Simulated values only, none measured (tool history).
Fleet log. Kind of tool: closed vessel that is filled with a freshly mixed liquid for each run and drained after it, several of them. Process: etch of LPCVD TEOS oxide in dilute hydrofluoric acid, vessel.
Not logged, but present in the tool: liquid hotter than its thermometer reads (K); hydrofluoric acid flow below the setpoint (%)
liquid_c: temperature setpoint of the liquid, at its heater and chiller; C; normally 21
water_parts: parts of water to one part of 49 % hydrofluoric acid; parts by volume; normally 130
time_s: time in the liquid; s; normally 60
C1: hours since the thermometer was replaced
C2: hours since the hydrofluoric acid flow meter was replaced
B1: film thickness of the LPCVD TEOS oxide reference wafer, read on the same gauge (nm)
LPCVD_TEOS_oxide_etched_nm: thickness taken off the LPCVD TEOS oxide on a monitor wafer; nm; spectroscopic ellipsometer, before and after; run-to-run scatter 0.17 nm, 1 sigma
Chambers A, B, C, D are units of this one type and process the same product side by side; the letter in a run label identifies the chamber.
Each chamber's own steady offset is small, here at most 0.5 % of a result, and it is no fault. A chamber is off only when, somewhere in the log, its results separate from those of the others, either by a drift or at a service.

run 1D hour=12.8 | liquid_c=21 water_parts=130 time_s=60 | C1=737.4 C2=375.6 | B1=40.016 | LPCVD_TEOS_oxide_etched_nm=22.157
run 2C hour=19.4 | liquid_c=21 water_parts=130 time_s=60 | C1=760.1 C2=989.7 | B1=39.996 | LPCVD_TEOS_oxide_etched_nm=22.159
run 3B hour=31.5 | liquid_c=21 water_parts=130 time_s=60 | C1=305.8 C2=495.5 | B1=40.014 | LPCVD_TEOS_oxide_etched_nm=22.308
run 4A hour=38.1 | liquid_c=21 water_parts=130 time_s=60 | C1=1695.6 C2=278.7 | B1=39.985 | LPCVD_TEOS_oxide_etched_nm=22.024
run 5C hour=51.0 | liquid_c=21 water_parts=130 time_s=60 | C1=791.7 C2=1021.3 | B1=39.996 | LPCVD_TEOS_oxide_etched_nm=22.249
run 6A hour=59.1 | liquid_c=21 water_parts=130 time_s=60 | C1=1716.6 C2=299.7 | B1=40.011 | LPCVD_TEOS_oxide_etched_nm=22.180
run 7D hour=66.8 | liquid_c=21 water_parts=130 time_s=60 | C1=791.4 C2=429.6 | B1=40.004 | LPCVD_TEOS_oxide_etched_nm=22.108
run 8B hour=78.1 | liquid_c=21 water_parts=130 time_s=60 | C1=352.4 C2=542.1 | B1=39.988 | LPCVD_TEOS_oxide_etched_nm=22.043
-- hour=83.7 chamber D: thermometer replaced
run 9D hour=84.9 | liquid_c=18 water_parts=130 time_s=60 | C1=1.3 C2=447.7 | B1=39.987 | LPCVD_TEOS_oxide_etched_nm=19.712
run 10B hour=95.3 | liquid_c=18 water_parts=130 time_s=60 | C1=369.6 C2=559.3 | B1=40.016 | LPCVD_TEOS_oxide_etched_nm=19.768
run 11A hour=103.8 | liquid_c=18 water_parts=130 time_s=60 | C1=1761.3 C2=344.4 | B1=40.023 | LPCVD_TEOS_oxide_etched_nm=19.407
run 12C hour=113.0 | liquid_c=18 water_parts=130 time_s=60 | C1=853.7 C2=1083.3 | B1=40.001 | LPCVD_TEOS_oxide_etched_nm=19.353
run 13D hour=118.8 | liquid_c=21 water_parts=95 time_s=75 | C1=35.2 C2=481.6 | B1=39.986 | LPCVD_TEOS_oxide_etched_nm=38.565
run 14B hour=126.7 | liquid_c=21 water_parts=95 time_s=75 | C1=401.0 C2=590.7 | B1=39.955 | LPCVD_TEOS_oxide_etched_nm=38.868
run 15A hour=137.4 | liquid_c=21 water_parts=95 time_s=75 | C1=1794.9 C2=378.0 | B1=40.002 | LPCVD_TEOS_oxide_etched_nm=39.063
run 16C hour=149.6 | liquid_c=21 water_parts=95 time_s=75 | C1=890.3 C2=1119.9 | B1=39.981 | LPCVD_TEOS_oxide_etched_nm=39.063
run 17B hour=155.6 | liquid_c=21 water_parts=130 time_s=60 | C1=429.9 C2=619.6 | B1=40.017 | LPCVD_TEOS_oxide_etched_nm=21.512
run 18C hour=164.9 | liquid_c=21 water_parts=130 time_s=60 | C1=905.6 C2=1135.2 | B1=40.001 | LPCVD_TEOS_oxide_etched_nm=21.970
run 19D hour=175.8 | liquid_c=21 water_parts=130 time_s=60 | C1=92.2 C2=538.6 | B1=40.026 | LPCVD_TEOS_oxide_etched_nm=21.949
run 20A hour=181.8 | liquid_c=21 water_parts=130 time_s=60 | C1=1839.3 C2=422.4 | B1=39.990 | LPCVD_TEOS_oxide_etched_nm=22.268
run 21C hour=189.4 | liquid_c=21 water_parts=130 time_s=60 | C1=930.1 C2=1159.7 | B1=40.008 | LPCVD_TEOS_oxide_etched_nm=22.129
run 22A hour=201.9 | liquid_c=21 water_parts=130 time_s=60 | C1=1859.4 C2=442.5 | B1=40.030 | LPCVD_TEOS_oxide_etched_nm=22.184
run 23B hour=209.9 | liquid_c=19 water_parts=155 time_s=60 | C1=484.2 C2=673.9 | B1=40.028 | LPCVD_TEOS_oxide_etched_nm=16.049
run 24D hour=217.8 | liquid_c=19 water_parts=155 time_s=60 | C1=134.2 C2=580.6 | B1=39.983 | LPCVD_TEOS_oxide_etched_nm=16.816

Has any chamber moved away from the others, gradually or after a service, or does the common gauge drift, or do the chambers differ only by their own small steady offsets? State the chamber and the most likely cause if one applies.

It is chamber B that slowly wanders off from its peers.
Likeliest cause: hydrofluoric acid flow below the setpoint (%) = 5.04.
The log might look much the same if the cause were instead: liquid colder than its thermometer reads (K).

Below are 4 candidate recipes for chamber B's next run, each the usual settings with a change, their results shown as question marks. Which of them brings B's results back in line with what the other chambers give on the usual settings?
Allowed miss from the other chambers' usual-settings mean, per result, to count as in line: LPCVD_TEOS_oxide_etched_nm 0.610 nm
run 25B-1 hour=227.1 | liquid_c=19.5 water_parts=130 time_s=60 | LPCVD_TEOS_oxide_etched_nm=?
run 25B-2 hour=227.1 | liquid_c=20.5 water_parts=140 time_s=60 | LPCVD_TEOS_oxide_etched_nm=?
run 25B-3 hour=227.1 | liquid_c=22.5 water_parts=130 time_s=60 | LPCVD_TEOS_oxide_etched_nm=?
run 25B-4 hour=227.1 | liquid_c=21.5 water_parts=120 time_s=60 | LPCVD_TEOS_oxide_etched_nm=?

Other chambers, usual settings, mean: LPCVD_TEOS_oxide_etched_nm 22.090 nm
run=25B-1 LPCVD_TEOS_oxide_etched_nm=19.637
run=25B-2 LPCVD_TEOS_oxide_etched_nm=18.781
run=25B-3 LPCVD_TEOS_oxide_etched_nm=22.157
run=25B-4 LPCVD_TEOS_oxide_etched_nm=23.333
25B-3 is the one that brings the chamber's results back in line with the other chambers.
